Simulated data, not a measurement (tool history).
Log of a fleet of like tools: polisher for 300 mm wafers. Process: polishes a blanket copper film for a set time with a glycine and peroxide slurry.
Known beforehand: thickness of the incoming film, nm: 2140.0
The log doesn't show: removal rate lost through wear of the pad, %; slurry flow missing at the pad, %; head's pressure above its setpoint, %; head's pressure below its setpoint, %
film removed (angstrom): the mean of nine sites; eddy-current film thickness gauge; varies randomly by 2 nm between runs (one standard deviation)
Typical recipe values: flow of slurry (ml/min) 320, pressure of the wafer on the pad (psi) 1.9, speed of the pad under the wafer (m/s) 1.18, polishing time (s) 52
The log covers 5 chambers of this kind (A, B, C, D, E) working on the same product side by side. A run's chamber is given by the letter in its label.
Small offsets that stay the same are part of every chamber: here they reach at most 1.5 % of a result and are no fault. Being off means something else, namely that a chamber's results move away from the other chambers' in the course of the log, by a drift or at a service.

| run | day | flow of slurry (ml/min) | pressure of the wafer on the pad (psi) | speed of the pad under the wafer (m/s) | polishing time (s) | wafers polished on this pad | hours since the slurry nozzle was cleaned | hours since the head pressure was calibrated | film removed (angstrom) |
|---|---|---|---|---|---|---|---|---|---|
| 1A | 0.204 | 320 | 1.9 | 1.18 | 52 | 366 | 137.0 | 357.8 | 1946.7 |
| 2D | 0.358 | 320 | 1.9 | 1.18 | 52 | 317 | 219.7 | 70.1 | 1946.0 |
| 3B | 0.646 | 320 | 1.9 | 1.18 | 52 | 212 | 124.6 | 639.7 | 1994.4 |
| 4E | 0.804 | 320 | 1.9 | 1.18 | 52 | 232 | 141.1 | 288.7 | 1917.4 |
| 5C | 0.992 | 320 | 1.9 | 1.18 | 52 | 236 | 162.1 | 991.5 | 1943.8 |
| 6A | 1.154 | 320 | 1.9 | 1.18 | 52 | 572 | 159.8 | 380.6 | 1944.3 |
| 7D | 1.292 | 320 | 1.9 | 1.18 | 52 | 520 | 242.1 | 92.5 | 1947.7 |
| 8E | 1.558 | 320 | 1.9 | 1.18 | 52 | 395 | 159.2 | 306.8 | 1992.5 |
| 9C | 1.746 | 320 | 1.9 | 1.18 | 52 | 399 | 180.2 | 1009.6 | 1956.6 |
| 10B | 2.008 | 320 | 1.9 | 1.18 | 52 | 508 | 157.3 | 672.4 | 1982.2 |
| 11B | 2.138 | 320 | 1.9 | 1.18 | 52 | 536 | 160.4 | 675.5 | 1980.6 |
| 12C | 2.404 | 255 | 1.9 | 1.18 | 36 | 542 | 196.0 | 1025.4 | 1304.9 |
|  | 2.425 | chamber E: head pressure recalibrated |
| 13D | 2.688 | 255 | 1.9 | 1.18 | 36 | 822 | 275.6 | 126.0 | 1327.4 |
|  | 2.775 | chamber A: worn pad replaced by a new one |
| 14E | 2.988 | 255 | 1.9 | 1.18 | 36 | 705 | 193.5 | 13.6 | 1307.8 |
|  | 3.017 | chamber C: head pressure recalibrated |
| 15A | 3.208 | 255 | 1.9 | 1.18 | 36 | 94 | 209.1 | 429.9 | 1371.2 |
| 16A | 3.358 | 255 | 1.9 | 1.18 | 36 | 127 | 212.7 | 433.5 | 1379.9 |
| 17D | 3.517 | 320 | 1.9 | 1.18 | 52 | 1002 | 295.5 | 145.9 | 1943.6 |
|  | 3.546 | chamber C: worn pad replaced by a new one |
| 18C | 3.708 | 320 | 1.9 | 1.18 | 52 | 35 | 227.3 | 16.6 | 1935.6 |
| 19B | 3.862 | 320 | 1.9 | 1.18 | 52 | 910 | 201.8 | 716.9 | 1966.4 |
| 20E | 4.125 | 320 | 1.9 | 1.18 | 52 | 952 | 220.8 | 40.9 | 1935.1 |
| 21E | 4.317 | 320 | 1.9 | 1.18 | 52 | 993 | 225.4 | 45.5 | 1963.1 |
| 22D | 4.508 | 320 | 1.9 | 1.18 | 52 | 1217 | 319.3 | 169.7 | 1960.8 |
| 23A | 4.775 | 320 | 1.9 | 1.18 | 52 | 434 | 246.7 | 467.5 | 2085.5 |
| 24C | 4.996 | 320 | 1.9 | 1.18 | 52 | 314 | 258.2 | 47.5 | 1923.0 |
|  | 5.033 | chamber D: worn pad replaced by a new one |
|  | 5.150 | chamber B: worn pad replaced by a new one |
| 25B | 5.179 | 320 | 1.9 | 1.18 | 52 | 6 | 233.4 | 748.5 | 1973.9 |
| 26B | 5.338 | 320 | 1.9 | 1.18 | 52 | 40 | 237.2 | 752.3 | 2006.9 |
| 27E | 5.617 | 320 | 1.9 | 1.18 | 52 | 1275 | 256.6 | 76.7 | 1965.5 |
| 28D | 5.775 | 320 | 1.4 | 1.18 | 52 | 161 | 349.7 | 200.1 | 1557.3 |
| 29C | 6.008 | 320 | 1.4 | 1.18 | 52 | 534 | 282.5 | 71.8 | 1529.3 |
| 30A | 6.212 | 320 | 1.4 | 1.18 | 52 | 746 | 281.2 | 502.0 | 1678.5 |
| 31C | 6.379 | 320 | 1.4 | 1.18 | 52 | 614 | 291.4 | 80.7 | 1538.2 |
| 32D | 6.675 | 320 | 1.4 | 1.18 | 52 | 356 | 371.3 | 221.7 | 1544.0 |

One chamber off, gauge drift, or nothing amiss beyond the chambers' own small offsets? If it is a chamber, which one, and what is the likeliest cause?

One chamber, A, drifts off from the rest bit by bit.
Cause: head's pressure above its setpoint, % = 11.6.

Which of the 4 candidates below, each the usual settings with something changed and its results left as question marks, puts chamber A back in line with what the other chambers give on the usual settings?
In-line tolerance around the mean of the other chambers on the usual settings: film removed (angstrom) 71.0
| 33A-1 | 6.888 | 320 | 1.9 | 1.20 | 53 |  |  |  | ? |
| 33A-2 | 6.888 | 320 | 1.9 | 1.14 | 52 |  |  |  | ? |
| 33A-3 | 6.888 | 320 | 1.9 | 1.24 | 55 |  |  |  | ? |
| 33A-4 | 6.888 | 320 | 1.8 | 1.12 | 52 |  |  |  | ? |

On the usual settings, the other chambers give on average: film removed (angstrom) 1951.9
| run | film removed (angstrom) |
|---|---|
| 33A-1 | 2190.8 |
| 33A-2 | 2063.2 |
| 33A-3 | 2334.4 |
| 33A-4 | 1949.2 |
The right change is 33A-4: it brings the chamber back within the allowed miss of the others.

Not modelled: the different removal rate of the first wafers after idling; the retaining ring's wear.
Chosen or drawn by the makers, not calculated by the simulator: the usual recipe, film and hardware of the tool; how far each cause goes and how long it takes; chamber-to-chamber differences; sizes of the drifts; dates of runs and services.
